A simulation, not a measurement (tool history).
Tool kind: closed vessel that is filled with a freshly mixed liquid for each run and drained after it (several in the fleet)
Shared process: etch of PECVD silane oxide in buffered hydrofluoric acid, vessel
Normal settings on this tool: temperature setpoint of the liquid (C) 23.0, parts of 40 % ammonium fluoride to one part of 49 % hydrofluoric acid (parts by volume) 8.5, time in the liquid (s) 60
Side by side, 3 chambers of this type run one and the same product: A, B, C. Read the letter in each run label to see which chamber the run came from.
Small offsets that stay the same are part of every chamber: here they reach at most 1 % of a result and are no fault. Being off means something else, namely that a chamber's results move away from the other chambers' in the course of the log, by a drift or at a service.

run   hour  temperature setpoint of the liquid (C)  parts of 40 % ammonium fluoride to one part of 49 % hydrofluoric acid (parts by volume)  time in the liquid (s)  read-back film thickness of the PECVD silane oxide reference wafer, read on the same gauge (nm)  thickness taken off the PECVD silane oxide on a monitor wafer (angstrom)
 1C    3.5                                    23.0                                                                                      8.5                      60                                                                                           80.025                                                                    1602.7
 2B    6.1                                    23.0                                                                                      8.5                      60                                                                                           80.009                                                                    1618.0
 3A    8.3                                    23.0                                                                                      8.5                      60                                                                                           80.014                                                                    1615.4
 4B   11.5                                    23.0                                                                                      8.5                      60                                                                                           80.000                                                                    1617.5
 5A   15.6                                    23.0                                                                                      8.5                      60                                                                                           80.020                                                                    1614.7
 6C   17.5                                    23.0                                                                                      8.5                      60                                                                                           79.963                                                                    1613.6
 7A   20.5                                    23.0                                                                                      8.5                      60                                                                                           79.985                                                                    1639.8
 8B   23.9                                    23.0                                                                                      8.5                      60                                                                                           80.016                                                                    1648.5
 9C   27.6                                    23.0                                                                                      6.0                      60                                                                                           80.003                                                                    2289.9
10C   31.6                                    23.0                                                                                      6.0                      60                                                                                           79.977                                                                    2246.8
11B   35.2                                    23.0                                                                                      6.0                      60                                                                                           80.014                                                                    2257.4
12A   38.0                                    24.5                                                                                      8.5                      95                                                                                           80.002                                                                    2754.9
13B   42.1                                    24.5                                                                                      8.5                      95                                                                                           80.033                                                                    2782.5
14C   44.4                                    24.5                                                                                      8.5                      95                                                                                           80.033                                                                    2784.3
15A   46.4                                    23.0                                                                                      8.5                      60                                                                                           80.017                                                                    1647.6
16B   48.4                                    23.0                                                                                      8.5                      60                                                                                           79.997                                                                    1595.8
17C   51.3                                    23.0                                                                                      8.5                      60                                                                                           79.987                                                                    1610.5
18A   54.9                                    23.0                                                                                      8.5                      60                                                                                           79.994                                                                    1629.7
19C   57.4                                    25.5                                                                                      8.5                      70                                                                                           79.991                                                                    2136.1
20B   61.2                                    25.5                                                                                      8.5                      70                                                                                           79.977                                                                    2195.2
21A   64.0                                    25.5                                                                                      8.5                      70                                                                                           79.995                                                                    2161.6
22C   67.1                                    23.0                                                                                      8.5                      60                                                                                           79.998                                                                    1612.6
23A   69.4                                    23.0                                                                                      8.5                      60                                                                                           79.980                                                                    1607.3
24B   73.4                                    23.0                                                                                      8.5                      60                                                                                           79.992                                                                    1629.7
25B   77.0                                    23.0                                                                                      8.5                      60                                                                                           79.977                                                                    1639.2
26A   79.6                                    23.0                                                                                      8.5                      60                                                                                           79.976                                                                    1598.2
27C   81.6                                    19.5                                                                                      5.5                      60                                                                                           80.013                                                                    2017.3
28A   84.0                                    19.5                                                                                      5.5                      60                                                                                           79.997                                                                    2062.1
29C   86.5                                    19.5                                                                                      5.5                      60                                                                                           80.016                                                                    1999.5
      86.7  -- chamber A: thermometer replaced
30B   88.6                                    23.0                                                                                      8.5                      60                                                                                           80.010                                                                    1620.6
31B   92.2                                    23.0                                                                                      8.5                      60                                                                                           79.983                                                                    1626.8
32C   94.6                                    23.0                                                                                      8.5                      60                                                                                           79.995                                                                    1622.8
33A   97.6                                    23.0                                                                                      8.5                      60                                                                                           79.980                                                                    1643.4
34A  100.0                                    23.0                                                                                      8.5                      60                                                                                           80.002                                                                    1624.0

Read the log: is a single chamber off, either drifting away or since a service, is the gauge that measures every chamber drifting, or is nothing wrong beyond small per-chamber offsets? Name any odd chamber and what most likely caused it.

No chamber stands off beyond its own small offset, and the gauge holds steady.

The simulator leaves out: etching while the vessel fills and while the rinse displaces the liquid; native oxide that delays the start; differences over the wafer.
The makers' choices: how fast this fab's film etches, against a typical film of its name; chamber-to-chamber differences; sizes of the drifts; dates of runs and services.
